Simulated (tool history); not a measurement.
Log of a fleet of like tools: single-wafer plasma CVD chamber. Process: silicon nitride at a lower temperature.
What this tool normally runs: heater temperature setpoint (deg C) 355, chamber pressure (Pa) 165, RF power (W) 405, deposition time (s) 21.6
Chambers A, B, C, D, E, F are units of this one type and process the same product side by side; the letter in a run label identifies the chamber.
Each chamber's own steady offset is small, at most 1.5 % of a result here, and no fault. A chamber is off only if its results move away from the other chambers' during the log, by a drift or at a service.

run   hour  heater temperature setpoint (deg C)  chamber pressure (Pa)  RF power (W)  deposition time (s)  read-back reference wafer on the same gauge, thickness_nm  mean film thickness on the monitor wafer (Å)
 1A    5.8                                  355                    165           405                 21.6                                                     32.221                                        286.46
 2D   14.4                                  355                    165           405                 21.6                                                     32.193                                        291.67
      18.9  -- chamber D: RF generator calibrated
 3C   21.5                                  355                    165           405                 21.6                                                     32.162                                        289.55
 4F   28.6                                  355                    165           405                 21.6                                                     32.209                                        287.35
      33.7  -- chamber A: capacitance manometer re-zeroed and calibrated
 5E   39.8                                  355                    165           405                 21.6                                                     32.189                                        284.61
 6B   50.9                                  355                    165           405                 21.6                                                     32.166                                        287.80
 7C   56.0                                  355                    165           405                 21.6                                                     32.204                                        291.04
 8E   65.1                                  355                    165           405                 21.6                                                     32.184                                        285.44
 9B   73.5                                  355                    144           405                 21.6                                                     32.182                                        275.25
10F   82.7                                  355                    144           405                 21.6                                                     32.234                                        274.42
11D   93.5                                  355                    144           405                 21.6                                                     32.210                                        277.29
12A  100.1                                  355                    144           405                 21.6                                                     32.192                                        273.20
13C  111.2                                  355                    144           405                 21.6                                                     32.258                                        277.11
14B  118.6                                  355                    144           405                 21.6                                                     32.233                                        272.69
15D  125.6                                  355                    165           405                 21.6                                                     32.211                                        289.91
16F  135.8                                  355                    165           405                 21.6                                                     32.178                                        285.77
17A  143.7                                  355                    165           405                 21.6                                                     32.183                                        285.63
18E  151.9                                  355                    135           435                 21.6                                                     32.223                                        280.03
19E  162.2                                  355                    135           435                 21.6                                                     32.233                                        284.28
20F  172.8                                  355                    135           435                 21.6                                                     32.183                                        281.70
21A  180.5                                  355                    135           435                 21.6                                                     32.219                                        278.92
22B  187.5                                  355                    135           435                 21.6                                                     32.167                                        278.34
23C  193.9                                  355                    135           435                 21.6                                                     32.218                                        285.24
24D  200.3                                  355                    165           405                 21.6                                                     32.204                                        286.61
25B  211.6                                  355                    165           405                 21.6                                                     32.158                                        285.87
26D  219.1                                  355                    165           405                 21.6                                                     32.144                                        288.34
27F  226.0                                  355                    165           405                 21.6                                                     32.208                                        286.00
     231.9  -- chamber E: capacitance manometer re-zeroed and calibrated
28C  236.3                                  355                    165           405                 21.6                                                     32.204                                        287.47
29E  242.8                                  355                    136           480                 21.6                                                     32.224                                        296.05
30A  248.6                                  355                    136           480                 21.6                                                     32.260                                        297.65
31B  255.4                                  355                    136           480                 21.6                                                     32.201                                        299.43
32A  267.0                                  355                    136           480                 21.6                                                     32.224                                        297.57
33D  276.3                                  355                    136           480                 21.6                                                     32.178                                        301.56
34C  285.9                                  355                    136           480                 21.6                                                     32.194                                        304.37
35E  294.9                                  355                    165           405                 21.6                                                     32.211                                        284.11
36F  301.0                                  355                    165           405                 21.6                                                     32.195                                        286.87
37B  310.9                                  355                    165           405                 21.6                                                     32.177                                        285.65
38F  321.4                                  355                    165           405                 21.6                                                     32.240                                        287.73
39C  332.1                                  355                    165           405                 21.6                                                     32.174                                        289.17
40E  340.3                                  355                    165           405                 21.6                                                     32.229                                        286.07
41A  347.0                                  355                    165           405                 21.6                                                     32.181                                        283.98

Next, all 6 chambers run the settings below, one line each with question marks for the results. What does each chamber give?
42A  355.3                                  355                    165           405                 21.6                                                                                                        ?
42B  355.3                                  355                    165           405                 21.6                                                                                                        ?
42C  355.3                                  355                    165           405                 21.6                                                                                                        ?
42D  355.3                                  355                    165           405                 21.6                                                                                                        ?
42E  355.3                                  355                    165           405                 21.6                                                                                                        ?
42F  355.3                                  355                    165           405                 21.6                                                                                                        ?

run  mean film thickness on the monitor wafer (Å)
42A                                        289.62
42B                                        287.35
42C                                        287.19
42D                                        287.78
42E                                        287.30
42F                                        288.06

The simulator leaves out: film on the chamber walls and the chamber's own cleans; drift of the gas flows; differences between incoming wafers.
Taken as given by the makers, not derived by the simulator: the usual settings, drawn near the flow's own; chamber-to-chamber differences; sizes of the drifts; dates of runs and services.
